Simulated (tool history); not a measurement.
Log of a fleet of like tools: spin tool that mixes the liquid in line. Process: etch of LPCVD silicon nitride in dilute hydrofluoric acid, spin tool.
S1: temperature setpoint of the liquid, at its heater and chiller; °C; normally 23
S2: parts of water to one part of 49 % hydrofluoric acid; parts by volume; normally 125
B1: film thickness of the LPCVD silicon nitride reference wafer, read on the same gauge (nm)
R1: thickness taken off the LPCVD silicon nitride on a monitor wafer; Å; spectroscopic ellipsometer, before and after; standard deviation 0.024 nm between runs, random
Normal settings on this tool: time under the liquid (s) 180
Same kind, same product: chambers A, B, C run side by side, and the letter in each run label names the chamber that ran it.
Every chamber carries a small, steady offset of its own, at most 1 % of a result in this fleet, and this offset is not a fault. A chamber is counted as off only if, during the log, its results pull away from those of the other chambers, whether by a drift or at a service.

{"run": "1C", "day": 0.45, "S1": 23, "S2": 125, "time under the liquid (s)": 180, "B1": 130.0, "R1": 7.9328}
{"run": "2A", "day": 1.042, "S1": 23, "S2": 125, "time under the liquid (s)": 180, "B1": 130.01, "R1": 8.1566}
{"run": "3B", "day": 1.421, "S1": 23, "S2": 125, "time under the liquid (s)": 180, "B1": 130.01, "R1": 7.5127}
{"run": "4B", "day": 1.746, "S1": 23, "S2": 125, "time under the liquid (s)": 180, "B1": 129.99, "R1": 8.2602}
{"run": "5C", "day": 2.096, "S1": 23, "S2": 125, "time under the liquid (s)": 180, "B1": 129.98, "R1": 8.2175}
{"run": "6A", "day": 2.608, "S1": 23, "S2": 125, "time under the liquid (s)": 180, "B1": 130.0, "R1": 7.9355}
{"run": "7B", "day": 2.912, "S1": 23, "S2": 125, "time under the liquid (s)": 230, "B1": 130.01, "R1": 10.169}
{"run": "8A", "day": 3.325, "S1": 23, "S2": 125, "time under the liquid (s)": 230, "B1": 130.0, "R1": 9.8093}
{"run": "9C", "day": 3.8, "S1": 23, "S2": 125, "time under the liquid (s)": 230, "B1": 129.99, "R1": 9.8253}
{"run": "10C", "day": 4.375, "S1": 23, "S2": 125, "time under the liquid (s)": 180, "B1": 130.0, "R1": 7.822}
{"run": "11B", "day": 4.871, "S1": 23, "S2": 125, "time under the liquid (s)": 180, "B1": 130.0, "R1": 7.9495}
{"run": "12A", "day": 5.421, "S1": 23, "S2": 125, "time under the liquid (s)": 180, "B1": 130.01, "R1": 8.3587}
{"run": "13B", "day": 5.754, "S1": 23, "S2": 125, "time under the liquid (s)": 180, "B1": 130.01, "R1": 7.8953}
{"run": "14C", "day": 6.154, "S1": 23, "S2": 125, "time under the liquid (s)": 180, "B1": 130.02, "R1": 7.8175}
{"run": "15A", "day": 6.596, "S1": 23, "S2": 125, "time under the liquid (s)": 180, "B1": 130.01, "R1": 8.3587}
{"run": "16A", "day": 6.896, "S1": 23, "S2": 125, "time under the liquid (s)": 180, "B1": 130.01, "R1": 7.3409}
{"run": "17B", "day": 7.308, "S1": 23, "S2": 125, "time under the liquid (s)": 180, "B1": 130.01, "R1": 7.8216}
{"run": "18C", "day": 7.596, "S1": 23, "S2": 125, "time under the liquid (s)": 180, "B1": 130.01, "R1": 8.3831}
{"run": "19A", "day": 8.092, "S1": 23, "S2": 125, "time under the liquid (s)": 180, "B1": 130.0, "R1": 7.7585}
{"run": "20B", "day": 8.538, "S1": 23, "S2": 125, "time under the liquid (s)": 180, "B1": 130.01, "R1": 8.0029}
{"run": "21C", "day": 9.129, "S1": 23, "S2": 125, "time under the liquid (s)": 180, "B1": 130.02, "R1": 8.1412}
{"run": "22C", "day": 9.608, "S1": 23, "S2": 125, "time under the liquid (s)": 180, "B1": 130.01, "R1": 8.2931}
{"run": "23A", "day": 10.05, "S1": 23, "S2": 125, "time under the liquid (s)": 180, "B1": 130.01, "R1": 8.2489}
{"day": 10.117, "done": "chamber C: hydrofluoric acid flow meter replaced"}
{"run": "24B", "day": 10.633, "S1": 21, "S2": 125, "time under the liquid (s)": 130, "B1": 130.02, "R1": 4.7521}
{"run": "25A", "day": 10.946, "S1": 21, "S2": 125, "time under the liquid (s)": 130, "B1": 130.02, "R1": 5.0243}
{"run": "26C", "day": 11.225, "S1": 21, "S2": 125, "time under the liquid (s)": 130, "B1": 129.99, "R1": 4.9082}
{"run": "27B", "day": 11.621, "S1": 23, "S2": 125, "time under the liquid (s)": 180, "B1": 130.02, "R1": 8.1115}
{"run": "28B", "day": 12.092, "S1": 23, "S2": 125, "time under the liquid (s)": 180, "B1": 130.02, "R1": 7.8353}
{"run": "29A", "day": 12.458, "S1": 19, "S2": 125, "time under the liquid (s)": 140, "B1": 130.0, "R1": 4.6478}
{"run": "30C", "day": 13.021, "S1": 19, "S2": 125, "time under the liquid (s)": 140, "B1": 130.01, "R1": 4.5667}
{"run": "31A", "day": 13.379, "S1": 19, "S2": 125, "time under the liquid (s)": 140, "B1": 129.99, "R1": 4.694}
{"run": "32B", "day": 13.9, "S1": 26, "S2": 105, "time under the liquid (s)": 180, "B1": 130.01, "R1": 11.36}
{"run": "33C", "day": 14.371, "S1": 26, "S2": 105, "time under the liquid (s)": 180, "B1": 130.0, "R1": 12.054}
{"run": "34C", "day": 14.771, "S1": 26, "S2": 105, "time under the liquid (s)": 180, "B1": 130.01, "R1": 11.546}
{"run": "35A", "day": 15.267, "S1": 23, "S2": 125, "time under the liquid (s)": 180, "B1": 130.01, "R1": 8.0863}
{"run": "36B", "day": 15.65, "S1": 23, "S2": 125, "time under the liquid (s)": 180, "B1": 129.99, "R1": 7.9861}

Is one chamber off against the others, does the gauge drift, or is nothing wrong? If a chamber is off, say which, and what the likeliest cause is.

Neither any chamber nor the gauge drifts; the chambers differ only by their own small, steady offsets.
